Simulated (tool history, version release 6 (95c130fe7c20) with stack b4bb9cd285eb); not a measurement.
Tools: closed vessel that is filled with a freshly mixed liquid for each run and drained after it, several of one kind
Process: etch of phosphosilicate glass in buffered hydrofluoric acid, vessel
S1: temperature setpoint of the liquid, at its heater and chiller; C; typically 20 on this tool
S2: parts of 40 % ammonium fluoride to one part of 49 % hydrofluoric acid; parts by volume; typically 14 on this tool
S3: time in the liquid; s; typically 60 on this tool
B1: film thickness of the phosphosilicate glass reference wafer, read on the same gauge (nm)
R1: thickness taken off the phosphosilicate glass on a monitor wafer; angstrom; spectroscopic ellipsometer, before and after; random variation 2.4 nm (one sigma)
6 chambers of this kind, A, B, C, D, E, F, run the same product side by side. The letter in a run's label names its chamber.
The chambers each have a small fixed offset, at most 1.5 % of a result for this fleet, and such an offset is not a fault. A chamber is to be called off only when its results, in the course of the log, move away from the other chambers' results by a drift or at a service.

Run 1D, day 0.379: usual settings; B1 110. Result: R1 2457.8 angstrom.
Run 2A, day 0.921: usual settings; B1 109.99. Result: R1 2444.9 angstrom.
At day 0.938: chamber D: thermometer replaced.
Run 3B, day 1.229: usual settings; B1 110. Result: R1 2454.3 angstrom.
Run 4C, day 1.662: usual settings; B1 110.04. Result: R1 2429.4 angstrom.
Run 5E, day 2.121: usual settings; B1 109.95. Result: R1 2438.6 angstrom.
At day 2.367: chamber B: thermometer replaced.
Run 6F, day 2.412: usual settings; B1 110.01. Result: R1 2400.1 angstrom.
Run 7C, day 2.862: usual settings; B1 109.94. Result: R1 2470.1 angstrom.
Run 8B, day 3.138: usual settings; B1 110.01. Result: R1 2467.4 angstrom.
Run 9D, day 3.408: usual settings; B1 109.98. Result: R1 2428.9 angstrom.
Run 10E, day 3.746: usual settings; B1 109.99. Result: R1 2455.8 angstrom.
Run 11A, day 4.25: usual settings; B1 110.05. Result: R1 2427.2 angstrom.
Run 12F, day 4.65: usual settings; B1 109.95. Result: R1 2470.5 angstrom.
Run 13F, day 4.979: usual settings; B1 109.97. Result: R1 2463.5 angstrom.
Run 14C, day 5.254: usual settings; B1 109.99. Result: R1 2455.7 angstrom.
Run 15D, day 5.554: usual settings; B1 109.93. Result: R1 2426.6 angstrom.
At day 5.683: chamber D: hydrofluoric acid flow meter replaced.
Run 16B, day 5.971: usual settings; B1 110.04. Result: R1 2469 angstrom.
Run 17A, day 6.504: usual settings; B1 109.98. Result: R1 2424.1 angstrom.
Run 18E, day 6.946: usual settings; B1 110. Result: R1 2434.7 angstrom.
Run 19E, day 7.25: usual settings; B1 110.01. Result: R1 2457.7 angstrom.
Run 20B, day 7.546: usual settings; B1 109.97. Result: R1 2430.8 angstrom.
Run 21C, day 7.862: usual settings; B1 109.96. Result: R1 2443.5 angstrom.
Run 22D, day 8.188: usual settings but S1 17 C; B1 110. Result: R1 2094.9 angstrom.
Run 23F, day 8.738: usual settings but S1 17 C; B1 110.08. Result: R1 2069.8 angstrom.
Run 24A, day 9.217: usual settings but S1 17 C; B1 110.04. Result: R1 2090.8 angstrom.
Run 25B, day 9.754: usual settings but S1 17 C; B1 110.02. Result: R1 2068.7 angstrom.
Run 26F, day 10.167: usual settings but S1 17 C; B1 110.03. Result: R1 2132.9 angstrom.
Run 27E, day 10.7: usual settings but S1 17 C; B1 110. Result: R1 2079.8 angstrom.
Run 28A, day 10.992: usual settings; B1 110. Result: R1 2432 angstrom.
Run 29C, day 11.538: usual settings; B1 110. Result: R1 2442.1 angstrom.
Run 30D, day 11.954: usual settings; B1 109.98. Result: R1 2415 angstrom.
Run 31E, day 12.488: usual settings; B1 109.99. Result: R1 2425 angstrom.
Run 32C, day 12.854: usual settings; B1 109.99. Result: R1 2475.8 angstrom.
Run 33B, day 13.179: usual settings; B1 110. Result: R1 2447 angstrom.
Run 34A, day 13.429: usual settings; B1 110.01. Result: R1 2439.2 angstrom.
Run 35F, day 13.929: usual settings; B1 109.99. Result: R1 2572.5 angstrom.
Run 36D, day 14.375: usual settings but S1 21.5 C; B1 110.01. Result: R1 2596.3 angstrom.
Run 37D, day 14.904: usual settings but S1 21.5 C; B1 109.99. Result: R1 2614.5 angstrom.
Run 38C, day 15.179: usual settings but S1 21.5 C; B1 110. Result: R1 2648.3 angstrom.

Has any chamber moved away from the others, gradually or after a service, or does the common gauge drift, or do the chambers differ only by their own small steady offsets? State the chamber and the most likely cause if one applies.

One chamber, F, drifts off from the rest bit by bit.
Likeliest cause: liquid hotter than its thermometer reads (K) = 1.18.
Not necessarily distinguishable in this log from: hydrofluoric acid flow above the setpoint (%).

Chamber F could run next with any of the 4 candidate recipes listed below; each alters the usual settings, and their results appear as question marks. Which one brings its results back in line with what the other chambers deliver on the usual settings?
A result is in line if it is within this distance of the other chambers' mean on the usual settings: R1 83 angstrom
Run 39F-1, day 15.575: usual settings but S1 18 C. Result: R1 ?.
Run 39F-2, day 15.575: usual settings but S2 13.5 parts by volume. Result: R1 ?.
Run 39F-3, day 15.575: usual settings but S2 14.5 parts by volume. Result: R1 ?.
Run 39F-4, day 15.575: usual settings but S2 13.5 parts by volume, S3 65 s. Result: R1 ?.

Mean of the other chambers on the usual settings: R1 2444.3 angstrom
  run      R1
39F-1    2278
39F-2  2637.4
39F-3  2456.1
39F-4  2857.2
39F-3 brings the chamber back in line.
